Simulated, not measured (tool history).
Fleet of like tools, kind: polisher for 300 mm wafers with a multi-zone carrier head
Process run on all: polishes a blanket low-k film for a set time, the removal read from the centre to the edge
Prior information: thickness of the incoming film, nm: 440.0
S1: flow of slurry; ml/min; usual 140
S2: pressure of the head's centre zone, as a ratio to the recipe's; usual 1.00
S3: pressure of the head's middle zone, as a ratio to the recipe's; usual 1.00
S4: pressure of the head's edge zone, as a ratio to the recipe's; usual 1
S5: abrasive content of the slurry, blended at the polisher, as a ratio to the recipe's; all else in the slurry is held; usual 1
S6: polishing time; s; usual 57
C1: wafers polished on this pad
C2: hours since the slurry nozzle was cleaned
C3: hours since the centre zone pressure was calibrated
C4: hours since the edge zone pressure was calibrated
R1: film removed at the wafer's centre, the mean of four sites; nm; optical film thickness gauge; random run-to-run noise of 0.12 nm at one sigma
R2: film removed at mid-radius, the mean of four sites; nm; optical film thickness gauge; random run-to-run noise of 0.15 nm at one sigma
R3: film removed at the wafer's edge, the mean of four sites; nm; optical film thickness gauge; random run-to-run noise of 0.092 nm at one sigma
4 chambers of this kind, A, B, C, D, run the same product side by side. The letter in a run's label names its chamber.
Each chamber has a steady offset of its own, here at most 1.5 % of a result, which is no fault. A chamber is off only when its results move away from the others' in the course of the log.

| run | hour | S1 | S2 | S3 | S4 | S5 | S6 | C1 | C2 | C3 | C4 | R1 | R2 | R3 |
|---|---|---|---|---|---|---|---|---|---|---|---|---|---|---|
| 1C | 9.0 | 140 | 1.00 | 1.00 | 1 | 1 | 57 | 665 | 161.5 | 156.1 | 589.1 | 14.352 | 14.034 | 14.154 |
|  | 10.7 | chamber C: worn pad replaced by a new one |
| 2D | 15.6 | 140 | 1.00 | 1.00 | 1 | 1 | 57 | 594 | 140.0 | 514.1 | 502.3 | 13.924 | 14.042 | 14.054 |
| 3B | 23.0 | 140 | 1.00 | 1.00 | 1 | 1 | 57 | 371 | 203.7 | 479.5 | 34.9 | 14.076 | 14.360 | 14.292 |
|  | 30.1 | chamber C: slurry nozzle cleaned |
| 4A | 32.0 | 140 | 1.00 | 1.00 | 1 | 1 | 57 | 556 | 821.7 | 297.4 | 192.5 | 14.240 | 14.472 | 13.907 |
| 5D | 41.8 | 140 | 1.00 | 1.00 | 1 | 1 | 57 | 798 | 166.2 | 540.3 | 528.5 | 13.917 | 14.038 | 14.074 |
|  | 47.8 | chamber D: edge zone pressure recalibrated |
| 6C | 48.3 | 140 | 1.00 | 1.00 | 1 | 1 | 57 | 292 | 18.3 | 195.4 | 628.4 | 14.054 | 14.371 | 14.127 |
| 7B | 56.7 | 140 | 1.00 | 1.00 | 1 | 1 | 57 | 633 | 237.4 | 513.2 | 68.6 | 14.417 | 14.324 | 14.090 |
| 8A | 61.6 | 140 | 1.00 | 1.00 | 1 | 1 | 57 | 787 | 851.3 | 327.0 | 222.1 | 14.123 | 14.143 | 14.012 |
|  | 62.2 | chamber D: worn pad replaced by a new one |
| 9A | 66.7 | 140 | 1.00 | 1.00 | 1 | 1 | 57 | 827 | 856.4 | 332.1 | 227.2 | 14.004 | 13.936 | 14.003 |
|  | 67.2 | chamber A: worn pad replaced by a new one |
| 10C | 73.1 | 140 | 1.00 | 1.00 | 1 | 1 | 57 | 485 | 43.1 | 220.2 | 653.2 | 13.939 | 14.016 | 14.122 |
| 11B | 79.6 | 140 | 1.00 | 1.00 | 1 | 1 | 57 | 811 | 260.3 | 536.1 | 91.5 | 14.300 | 13.959 | 14.225 |
| 12D | 85.9 | 140 | 1.00 | 1.00 | 1 | 1 | 57 | 184 | 210.3 | 584.4 | 38.2 | 13.815 | 14.024 | 14.064 |
| 13A | 90.7 | 140 | 1.00 | 1.00 | 1 | 1 | 57 | 183 | 880.4 | 356.1 | 251.2 | 13.808 | 14.145 | 14.077 |
|  | 92.2 | chamber C: worn pad replaced by a new one |
| 14D | 99.9 | 140 | 1.05 | 1.00 | 1 | 1 | 57 | 293 | 224.3 | 598.4 | 52.2 | 14.891 | 13.851 | 14.129 |
|  | 103.4 | chamber A: slurry nozzle cleaned |
| 15C | 107.7 | 140 | 1.05 | 1.00 | 1 | 1 | 57 | 121 | 77.7 | 254.8 | 687.8 | 15.366 | 14.147 | 13.986 |
| 16B | 115.4 | 140 | 1.05 | 1.00 | 1 | 1 | 57 | 1090 | 296.1 | 571.9 | 127.3 | 14.865 | 13.981 | 14.024 |
| 17D | 123.8 | 140 | 1.05 | 1.00 | 1 | 1 | 57 | 479 | 248.2 | 622.3 | 76.1 | 14.841 | 14.097 | 14.212 |
| 18B | 128.8 | 140 | 1.00 | 1.00 | 1 | 1 | 57 | 1194 | 309.5 | 585.3 | 140.7 | 14.197 | 14.056 | 14.065 |
| 19C | 136.1 | 140 | 1.00 | 1.00 | 1 | 1 | 57 | 342 | 106.1 | 283.2 | 716.2 | 14.783 | 13.926 | 14.011 |
|  | 139.9 | chamber D: centre zone pressure recalibrated |
| 20A | 141.9 | 140 | 1.00 | 1.00 | 1 | 1 | 57 | 581 | 38.5 | 407.3 | 302.4 | 13.918 | 14.224 | 13.996 |
| 21C | 149.1 | 140 | 0.95 | 1.00 | 1 | 1 | 67 | 443 | 119.1 | 296.2 | 729.2 | 16.440 | 16.607 | 16.595 |
|  | 151.4 | chamber D: slurry nozzle cleaned |
| 22B | 159.1 | 140 | 0.95 | 1.00 | 1 | 1 | 67 | 1430 | 339.8 | 615.6 | 171.0 | 15.810 | 16.620 | 16.539 |
|  | 162.4 | chamber B: worn pad replaced by a new one |
| 23D | 164.9 | 140 | 0.95 | 1.00 | 1 | 1 | 67 | 799 | 13.6 | 25.0 | 117.2 | 15.554 | 16.591 | 16.572 |
|  | 166.4 | chamber D: worn pad replaced by a new one |
| 24A | 172.7 | 140 | 0.95 | 1.00 | 1 | 1 | 67 | 821 | 69.3 | 438.1 | 333.2 | 15.284 | 16.752 | 16.482 |
|  | 173.1 | chamber A: worn pad replaced by a new one |
|  | 175.2 | chamber C: worn pad replaced by a new one |
| 25D | 178.0 | 140 | 1.00 | 0.93 | 1 | 1 | 57 | 90 | 26.7 | 38.1 | 130.3 | 13.935 | 13.191 | 14.169 |
| 26C | 186.5 | 140 | 1.00 | 0.93 | 1 | 1 | 57 | 88 | 156.5 | 333.6 | 766.6 | 14.888 | 13.352 | 14.160 |
| 27B | 191.3 | 140 | 1.00 | 0.93 | 1 | 1 | 57 | 225 | 372.0 | 647.8 | 203.2 | 14.133 | 13.209 | 14.059 |
| 28A | 196.7 | 140 | 1.00 | 0.93 | 1 | 1 | 57 | 184 | 93.3 | 462.1 | 357.2 | 14.349 | 13.075 | 14.013 |
| 29D | 206.2 | 140 | 1.00 | 1.00 | 1 | 1 | 57 | 310 | 54.9 | 66.3 | 158.5 | 13.924 | 14.081 | 14.216 |
|  | 212.5 | chamber B: centre zone pressure recalibrated |
| 30C | 216.7 | 140 | 1.00 | 1.00 | 1 | 1 | 57 | 323 | 186.7 | 363.8 | 796.8 | 15.209 | 14.111 | 14.104 |
| 31B | 223.3 | 165 | 1.05 | 1.00 | 1 | 1 | 57 | 474 | 404.0 | 10.9 | 235.2 | 15.549 | 14.411 | 14.421 |

Does one chamber stand apart from the rest, does the shared gauge drift, or is all well apart from small per-chamber offsets? Give the chamber and the most likely cause, where there is one.

One chamber, C, drifts off from the rest bit by bit.
Likeliest cause: centre zone's pressure above its setpoint, % = 8.24.

Which of the 4 candidates below, each the usual settings with something changed and its results left as question marks, puts chamber C back in line with what the other chambers give on the usual settings?
To be in line, a result may differ from the other chambers' mean on the usual settings by at most: R1 0.430 nm; R2 0.520 nm; R3 0.320 nm
| 32C-1 | 230.9 | 140 | 0.97 | 1.01 | 1.01 | 1 | 57 |  |  |  |  | ? | ? | ? |
| 32C-2 | 230.9 | 140 | 1.03 | 0.99 | 0.99 | 1 | 57 |  |  |  |  | ? | ? | ? |
| 32C-3 | 230.9 | 145 | 1.07 | 0.98 | 0.98 | 1 | 57 |  |  |  |  | ? | ? | ? |
| 32C-4 | 230.9 | 135 | 0.93 | 1.02 | 1.02 | 1 | 57 |  |  |  |  | ? | ? | ? |

Average result of the remaining chambers running the usual settings: R1 14.082 nm; R2 14.078 nm; R3 14.088 nm
| run | R1 | R2 | R3 |
|---|---|---|---|
| 32C-1 | 14.856 | 14.268 | 14.257 |
| 32C-2 | 15.848 | 14.008 | 14.109 |
| 32C-3 | 16.642 | 13.975 | 14.107 |
| 32C-4 | 14.073 | 14.290 | 14.253 |
32C-4 brings the chamber back in line.
